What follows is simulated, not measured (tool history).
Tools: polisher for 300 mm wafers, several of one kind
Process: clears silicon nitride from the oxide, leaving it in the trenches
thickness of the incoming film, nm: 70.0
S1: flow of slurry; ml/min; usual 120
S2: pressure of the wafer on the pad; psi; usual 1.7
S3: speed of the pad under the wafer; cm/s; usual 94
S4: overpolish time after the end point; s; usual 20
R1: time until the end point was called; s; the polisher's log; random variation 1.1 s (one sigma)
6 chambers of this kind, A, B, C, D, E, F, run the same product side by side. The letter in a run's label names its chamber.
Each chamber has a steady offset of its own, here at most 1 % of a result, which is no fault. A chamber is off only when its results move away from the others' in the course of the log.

{"day": 0.083, "done": "chamber A: head pressure recalibrated"}
{"day": 0.162, "done": "chamber D: worn pad replaced by a new one"}
{"run": "1D", "day": 0.162, "S1": 120, "S2": 1.7, "S3": 94, "S4": 20, "R1": 110.63}
{"run": "2F", "day": 0.317, "S1": 120, "S2": 1.7, "S3": 94, "S4": 20, "R1": 111.16}
{"run": "3A", "day": 0.442, "S1": 120, "S2": 1.7, "S3": 94, "S4": 20, "R1": 111.28}
{"run": "4B", "day": 0.542, "S1": 120, "S2": 1.7, "S3": 94, "S4": 20, "R1": 111.44}
{"run": "5C", "day": 0.638, "S1": 120, "S2": 1.7, "S3": 94, "S4": 20, "R1": 111.69}
{"day": 0.725, "done": "chamber C: worn pad replaced by a new one"}
{"run": "6E", "day": 0.783, "S1": 120, "S2": 1.7, "S3": 94, "S4": 20, "R1": 112.31}
{"day": 0.854, "done": "chamber E: worn pad replaced by a new one"}
{"day": 0.892, "done": "chamber C: slurry nozzle cleaned"}
{"run": "7D", "day": 0.967, "S1": 130, "S2": 2.1, "S3": 94, "S4": 20, "R1": 88.418}
{"run": "8E", "day": 1.146, "S1": 130, "S2": 2.1, "S3": 94, "S4": 20, "R1": 90.095}
{"day": 1.312, "done": "chamber F: worn pad replaced by a new one"}
{"run": "9C", "day": 1.325, "S1": 130, "S2": 2.1, "S3": 94, "S4": 20, "R1": 89.341}
{"run": "10A", "day": 1.412, "S1": 130, "S2": 2.1, "S3": 94, "S4": 20, "R1": 90.243}
{"day": 1.496, "done": "chamber A: worn pad replaced by a new one"}
{"run": "11F", "day": 1.588, "S1": 130, "S2": 2.1, "S3": 94, "S4": 20, "R1": 88.388}
{"run": "12B", "day": 1.688, "S1": 130, "S2": 2.1, "S3": 94, "S4": 20, "R1": 90.159}
{"run": "13F", "day": 1.838, "S1": 120, "S2": 1.7, "S3": 94, "S4": 20, "R1": 112.75}
{"run": "14E", "day": 1.925, "S1": 120, "S2": 1.7, "S3": 94, "S4": 20, "R1": 113.44}
{"run": "15D", "day": 2.096, "S1": 120, "S2": 1.7, "S3": 94, "S4": 20, "R1": 107.49}
{"run": "16C", "day": 2.179, "S1": 120, "S2": 2, "S3": 94, "S4": 9, "R1": 94.121}
{"run": "17A", "day": 2.288, "S1": 120, "S2": 2, "S3": 94, "S4": 9, "R1": 95.014}
{"run": "18B", "day": 2.45, "S1": 120, "S2": 2, "S3": 94, "S4": 9, "R1": 96.685}
{"run": "19F", "day": 2.633, "S1": 120, "S2": 2, "S3": 94, "S4": 9, "R1": 95.756}
{"day": 2.721, "done": "chamber B: slurry nozzle cleaned"}
{"run": "20C", "day": 2.779, "S1": 120, "S2": 2, "S3": 94, "S4": 9, "R1": 95.345}
{"day": 2.879, "done": "chamber B: worn pad replaced by a new one"}
{"run": "21B", "day": 2.933, "S1": 120, "S2": 2, "S3": 94, "S4": 9, "R1": 95.727}
{"run": "22A", "day": 3.067, "S1": 120, "S2": 1.7, "S3": 94, "S4": 20, "R1": 110.8}
{"run": "23E", "day": 3.154, "S1": 120, "S2": 1.7, "S3": 94, "S4": 20, "R1": 111.56}
{"run": "24D", "day": 3.333, "S1": 120, "S2": 1.7, "S3": 74, "S4": 20, "R1": 133.46}
{"run": "25C", "day": 3.433, "S1": 120, "S2": 1.7, "S3": 74, "S4": 20, "R1": 141.73}
{"run": "26F", "day": 3.571, "S1": 120, "S2": 1.7, "S3": 74, "S4": 20, "R1": 140.31}
{"run": "27A", "day": 3.667, "S1": 120, "S2": 1.7, "S3": 74, "S4": 20, "R1": 143.85}
{"run": "28B", "day": 3.804, "S1": 120, "S2": 1.7, "S3": 74, "S4": 20, "R1": 144.79}
{"run": "29E", "day": 3.946, "S1": 120, "S2": 1.7, "S3": 74, "S4": 20, "R1": 142.33}
{"run": "30D", "day": 4.071, "S1": 120, "S2": 1.9, "S3": 94, "S4": 25, "R1": 94.235}
{"run": "31B", "day": 4.238, "S1": 120, "S2": 1.9, "S3": 94, "S4": 25, "R1": 99.83}
{"run": "32E", "day": 4.404, "S1": 120, "S2": 1.9, "S3": 94, "S4": 25, "R1": 100.01}
{"run": "33A", "day": 4.529, "S1": 120, "S2": 1.9, "S3": 94, "S4": 25, "R1": 101.51}
{"run": "34D", "day": 4.617, "S1": 120, "S2": 1.9, "S3": 94, "S4": 25, "R1": 93.065}
{"run": "35C", "day": 4.729, "S1": 120, "S2": 1.9, "S3": 94, "S4": 25, "R1": 99.209}
{"run": "36F", "day": 4.867, "S1": 120, "S2": 1.7, "S3": 94, "S4": 20, "R1": 110.88}
{"run": "37A", "day": 4.996, "S1": 120, "S2": 1.7, "S3": 94, "S4": 20, "R1": 111.25}
{"run": "38B", "day": 5.162, "S1": 120, "S2": 1.9, "S3": 94, "S4": 29, "R1": 100.05}
{"run": "39D", "day": 5.271, "S1": 120, "S2": 1.9, "S3": 94, "S4": 29, "R1": 92.349}
{"run": "40F", "day": 5.425, "S1": 120, "S2": 1.9, "S3": 94, "S4": 29, "R1": 101.14}
{"run": "41E", "day": 5.558, "S1": 120, "S2": 1.9, "S3": 94, "S4": 29, "R1": 98.45}

What goes on in this fleet: one chamber off, a drifting gauge, or nothing beyond the chambers' own small offsets? Name the chamber and the cause, if any.

Chamber D drifts away from the others.
Cause: head's pressure above its setpoint, % = 9.07.

Here are 4 candidates for chamber D's next run, each the usual settings with a change, their results left as question marks. Which one brings its results back in line with what the others give on the usual settings?
In line means no further than this from the other chambers' mean on the usual settings: R1 3.8 s
{"run": "42D-1", "day": 5.688, "S1": 120, "S2": 1.7, "S3": 98, "S4": 20, "R1": "?"}
{"run": "42D-2", "day": 5.688, "S1": 125, "S2": 1.7, "S3": 104, "S4": 20, "R1": "?"}
{"run": "42D-3", "day": 5.688, "S1": 120, "S2": 1.6, "S3": 90, "S4": 20, "R1": "?"}
{"run": "42D-4", "day": 5.688, "S1": 120, "S2": 1.7, "S3": 90, "S4": 20, "R1": "?"}

The other chambers' mean on the usual settings: R1 112.31 s
run=42D-1 R1=98.196
run=42D-2 R1=91.743
run=42D-3 R1=113.6
run=42D-4 R1=106.95
42D-3 brings the chamber back in line.

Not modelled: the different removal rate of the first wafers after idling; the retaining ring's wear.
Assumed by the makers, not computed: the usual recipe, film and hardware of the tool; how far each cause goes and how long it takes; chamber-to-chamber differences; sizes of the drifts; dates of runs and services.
